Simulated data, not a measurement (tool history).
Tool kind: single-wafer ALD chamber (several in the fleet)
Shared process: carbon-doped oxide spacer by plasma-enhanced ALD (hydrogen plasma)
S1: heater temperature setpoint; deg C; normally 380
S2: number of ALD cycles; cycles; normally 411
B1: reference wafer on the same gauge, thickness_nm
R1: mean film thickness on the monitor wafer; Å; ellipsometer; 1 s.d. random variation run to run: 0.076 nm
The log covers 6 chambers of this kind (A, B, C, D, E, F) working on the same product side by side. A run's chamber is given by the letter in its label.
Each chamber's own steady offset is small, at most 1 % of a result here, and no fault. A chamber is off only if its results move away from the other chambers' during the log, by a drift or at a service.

| run | hour | S1 | S2 | B1 | R1 |
|---|---|---|---|---|---|
| 1D | 11.2 | 380 | 411 | 17.816 | 207.15 |
| 2F | 22.7 | 380 | 411 | 17.810 | 206.35 |
| 3A | 30.5 | 380 | 411 | 17.799 | 204.81 |
| 4B | 42.6 | 380 | 411 | 17.790 | 204.42 |
| 5C | 49.4 | 380 | 411 | 17.809 | 205.62 |
| 6E | 58.9 | 380 | 411 | 17.811 | 205.16 |
| 7C | 69.6 | 380 | 411 | 17.806 | 206.48 |
| 8E | 83.8 | 380 | 411 | 17.784 | 204.67 |
| 9D | 98.6 | 380 | 411 | 17.794 | 206.99 |
| 10A | 109.8 | 380 | 411 | 17.817 | 205.04 |
| 11B | 119.0 | 380 | 411 | 17.821 | 204.99 |
| 12F | 130.9 | 380 | 411 | 17.793 | 205.60 |
| 13E | 141.8 | 380 | 411 | 17.816 | 205.60 |
| 14F | 151.5 | 380 | 411 | 17.802 | 207.43 |
| 15D | 163.7 | 390 | 411 | 17.793 | 207.12 |
| 16B | 174.5 | 390 | 411 | 17.797 | 205.86 |
| 17A | 184.0 | 390 | 411 | 17.795 | 205.48 |
| 18C | 199.6 | 390 | 411 | 17.803 | 205.70 |
| 19D | 210.6 | 390 | 411 | 17.812 | 206.69 |
| 20B | 223.0 | 390 | 411 | 17.796 | 205.25 |
| 21A | 236.8 | 380 | 411 | 17.793 | 204.78 |
| 22F | 245.9 | 380 | 411 | 17.813 | 206.65 |
| 23C | 254.2 | 380 | 411 | 17.791 | 206.56 |
| 24E | 268.1 | 380 | 411 | 17.798 | 204.97 |
| 25B | 282.6 | 380 | 473 | 17.787 | 235.55 |
| 26C | 298.0 | 380 | 473 | 17.808 | 236.90 |
| 27F | 308.9 | 380 | 473 | 17.811 | 238.34 |
| 28E | 320.9 | 380 | 473 | 17.796 | 235.40 |
| 29A | 335.7 | 380 | 473 | 17.799 | 237.35 |
| 30D | 342.6 | 380 | 473 | 17.790 | 237.60 |
| 31A | 350.1 | 380 | 411 | 17.782 | 205.31 |
| 32C | 363.0 | 380 | 411 | 17.809 | 206.44 |
| 33F | 378.5 | 380 | 411 | 17.789 | 205.39 |
| 34E | 389.4 | 380 | 411 | 17.808 | 205.74 |
| 35D | 397.3 | 388 | 376 | 17.815 | 189.32 |
| 36B | 406.0 | 388 | 376 | 17.815 | 187.83 |
| 37A | 419.3 | 388 | 376 | 17.810 | 187.47 |
| 38B | 430.6 | 388 | 376 | 17.798 | 188.28 |

All chambers now run identical settings, listed one chamber a line with results as question marks. What results will each chamber show?
| 39A | 441.9 | 374 | 411 |  | ? |
| 39B | 441.9 | 374 | 411 |  | ? |
| 39C | 441.9 | 374 | 411 |  | ? |
| 39D | 441.9 | 374 | 411 |  | ? |
| 39E | 441.9 | 374 | 411 |  | ? |
| 39F | 441.9 | 374 | 411 |  | ? |

| run | R1 |
|---|---|
| 39A | 205.06 |
| 39B | 205.58 |
| 39C | 205.91 |
| 39D | 206.51 |
| 39E | 203.65 |
| 39F | 206.12 |
